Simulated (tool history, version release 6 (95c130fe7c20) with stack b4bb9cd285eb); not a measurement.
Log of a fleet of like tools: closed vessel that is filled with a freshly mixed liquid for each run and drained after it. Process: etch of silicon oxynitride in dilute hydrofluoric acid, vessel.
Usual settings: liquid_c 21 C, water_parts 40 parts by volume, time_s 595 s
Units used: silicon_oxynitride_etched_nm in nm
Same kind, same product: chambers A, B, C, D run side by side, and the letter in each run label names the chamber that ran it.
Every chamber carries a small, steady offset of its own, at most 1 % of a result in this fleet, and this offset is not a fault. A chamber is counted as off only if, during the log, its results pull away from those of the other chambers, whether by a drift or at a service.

run,hour,liquid_c,water_parts,time_s,"read-back film thickness of the silicon oxynitride reference wafer, read on the same gauge (nm)",silicon_oxynitride_etched_nm
1C,9.2,21,40,595,120,19.163
2B,20.4,21,40,595,119.99,19.398
3A,33.6,21,40,595,120.04,19.362
4D,44.8,21,40,595,119.96,19.624
5A,54.2,21,40,595,119.99,19.58
6D,65.3,21,40,595,119.99,19.371
7C,73.1,21,40,595,119.96,19.254
8B,83.1,21,40,595,119.99,19.413
9A,90.2,21,40,595,119.98,19.405
10D,103.2,21,40,595,119.99,19.122
11B,115.8,21,40,595,119.97,19.171
12C,129.2,21,40,595,120.05,19.259
13C,140.9,21,40,595,119.98,19.341
14A,150,21,40,595,119.97,19.169
15B,163.5,21,40,595,119.99,19.288
16D,174.9,21,40,595,119.99,19.407
# hour 182: chamber A: hydrofluoric acid flow meter replaced
17A,187.6,21,40,595,120.01,19.458
18D,200,21,40,595,119.98,19.311
19B,207.8,21,40,595,120.03,19.552
20C,214.5,21,40,595,120,18.73
21C,224.8,21,40,595,119.99,18.568
# hour 227.5: chamber B: hydrofluoric acid flow meter replaced
22B,235.4,21,40,595,120.01,19.5
23A,248.5,21,40,595,120,19.37
24D,263.3,21,40,595,119.98,19.292
25B,273,21,40,595,120,19.506
26C,283,21,40,595,120,18.456
27D,294.4,17.5,40,710,119.96,19.577
28A,308.6,17.5,40,710,120.01,19.336
29A,317.7,17.5,40,710,120,19.491
30D,326.4,17.5,40,710,119.97,19.449

For the next run the whole fleet of 4 chambers uses the same settings. Give each chamber's results:
31A,337,21,40,595,,?
31B,337,21,40,595,,?
31C,337,21,40,595,,?
31D,337,21,40,595,,?

run,silicon_oxynitride_etched_nm
31A,19.339
31B,19.491
31C,18.262
31D,19.263
